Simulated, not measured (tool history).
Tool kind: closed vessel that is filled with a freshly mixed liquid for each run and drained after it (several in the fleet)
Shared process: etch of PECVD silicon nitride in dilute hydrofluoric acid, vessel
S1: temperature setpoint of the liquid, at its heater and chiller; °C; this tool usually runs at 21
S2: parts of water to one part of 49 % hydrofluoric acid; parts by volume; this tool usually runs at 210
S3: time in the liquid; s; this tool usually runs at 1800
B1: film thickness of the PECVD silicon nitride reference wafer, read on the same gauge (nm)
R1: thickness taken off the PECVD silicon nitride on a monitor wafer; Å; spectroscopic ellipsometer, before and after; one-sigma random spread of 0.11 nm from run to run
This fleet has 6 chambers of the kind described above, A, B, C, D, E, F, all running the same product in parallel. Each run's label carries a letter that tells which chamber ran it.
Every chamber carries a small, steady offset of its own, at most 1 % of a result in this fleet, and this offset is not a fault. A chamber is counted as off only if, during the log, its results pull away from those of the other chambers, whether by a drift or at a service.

Run 1F, hour 5.3: usual settings; B1 40.019. Result: R1 122.51 Å.
Run 2B, hour 8.8: usual settings; B1 40.007. Result: R1 120.35 Å.
Run 3D, hour 12.6: usual settings; B1 40.014. Result: R1 119.79 Å.
Run 4E, hour 17.8: usual settings; B1 40. Result: R1 122.02 Å.
Run 5C, hour 22.3: usual settings but S2 260 parts by volume; B1 39.998. Result: R1 99.794 Å.
Run 6A, hour 27.3: usual settings but S2 260 parts by volume; B1 39.992. Result: R1 98.132 Å.
Run 7A, hour 32.6: usual settings but S2 260 parts by volume; B1 39.985. Result: R1 98.564 Å.
Run 8C, hour 36.4: usual settings but S2 260 parts by volume; B1 40.008. Result: R1 100.06 Å.
At hour 37.7: chamber A: hydrofluoric acid flow meter replaced.
Run 9D, hour 42.2: usual settings but S2 260 parts by volume; B1 40. Result: R1 98.891 Å.
Run 10B, hour 48.6: usual settings but S2 260 parts by volume; B1 40.021. Result: R1 97.575 Å.
Run 11E, hour 53.9: usual settings; B1 39.986. Result: R1 120.75 Å.
Run 12F, hour 57.2: usual settings; B1 39.986. Result: R1 123.84 Å.
Run 13E, hour 64.1: usual settings; B1 40.01. Result: R1 121.24 Å.
Run 14B, hour 69.9: usual settings; B1 39.995. Result: R1 120.21 Å.
Run 15A, hour 77: usual settings; B1 40.018. Result: R1 120.53 Å.
At hour 82.1: chamber D: thermometer replaced.
Run 16F, hour 84.2: usual settings but S2 300 parts by volume; B1 39.99. Result: R1 85.418 Å.
Run 17D, hour 87.9: usual settings but S2 300 parts by volume; B1 39.987. Result: R1 85.039 Å.
Run 18C, hour 95.2: usual settings but S2 300 parts by volume; B1 39.99. Result: R1 83.37 Å.
Run 19D, hour 102.1: usual settings but S2 300 parts by volume; B1 40.01. Result: R1 85.231 Å.
Run 20F, hour 106.7: usual settings but S2 300 parts by volume; B1 40.009. Result: R1 85.444 Å.
Run 21E, hour 113.5: usual settings but S2 300 parts by volume; B1 39.998. Result: R1 85.604 Å.
Run 22C, hour 117: usual settings; B1 39.977. Result: R1 116.25 Å.
Run 23A, hour 121.5: usual settings; B1 40.015. Result: R1 123.04 Å.
Run 24B, hour 125.6: usual settings; B1 40.003. Result: R1 118.89 Å.
Run 25B, hour 130.3: usual settings; B1 39.973. Result: R1 120.35 Å.
Run 26A, hour 136.4: usual settings; B1 39.998. Result: R1 119.98 Å.
Run 27D, hour 142.8: usual settings; B1 39.996. Result: R1 120.71 Å.
Run 28F, hour 147.5: usual settings but S1 23.5 °C, S2 275 parts by volume; B1 39.991. Result: R1 111.97 Å.
Run 29E, hour 151.2: usual settings but S1 23.5 °C, S2 275 parts by volume; B1 40.009. Result: R1 110.1 Å.
Run 30C, hour 155.2: usual settings but S1 23.5 °C, S2 275 parts by volume; B1 39.985. Result: R1 101.76 Å.
At hour 156.4: chamber C: hydrofluoric acid flow meter replaced.
Run 31C, hour 162.1: usual settings but S1 23.5 °C, S2 275 parts by volume; B1 39.983. Result: R1 99.481 Å.
Run 32B, hour 165.9: usual settings but S1 23.5 °C, S2 275 parts by volume; B1 40.004. Result: R1 109.18 Å.
Run 33F, hour 171.4: usual settings but S1 23.5 °C, S2 275 parts by volume; B1 40.019. Result: R1 109.56 Å.
Run 34D, hour 178.8: usual settings; B1 39.989. Result: R1 122.44 Å.
Run 35A, hour 186.5: usual settings; B1 40.015. Result: R1 121.34 Å.
Run 36E, hour 194.1: usual settings; B1 40.016. Result: R1 121.21 Å.
Run 37D, hour 199.4: usual settings; B1 39.987. Result: R1 122.19 Å.
Run 38E, hour 206: usual settings; B1 40. Result: R1 122.38 Å.
Run 39C, hour 212.2: usual settings; B1 39.979. Result: R1 108.51 Å.

What goes on in this fleet: one chamber off, a drifting gauge, or nothing beyond the chambers' own small offsets? Name the chamber and the cause, if any.

Little by little, chamber C moves away from the other chambers.
Cause: liquid colder than its thermometer reads (K) = 1.9.

Chamber C could run next with any of the 4 candidate recipes listed below; each alters the usual settings, and their results appear as question marks. Which one brings its results back in line with what the other chambers deliver on the usual settings?
In line here means within this much of the mean the other chambers give on the usual settings: R1 3.8 Å
Run 40C-1, hour 217.7: usual settings but S1 20 °C, S3 1490 s. Result: R1 ?.
Run 40C-2, hour 217.7: usual settings but S2 235 parts by volume. Result: R1 ?.
Run 40C-3, hour 217.7: usual settings but S1 22 °C, S3 2155 s. Result: R1 ?.
Run 40C-4, hour 217.7: usual settings but S2 185 parts by volume. Result: R1 ?.

Average result of the remaining chambers running the usual settings: R1 121.58 Å
  run      R1
40C-1  84.228
40C-2  97.542
40C-3     139
40C-4  122.89
The answer is 40C-4, which returns the chamber to within the allowed miss of the others.
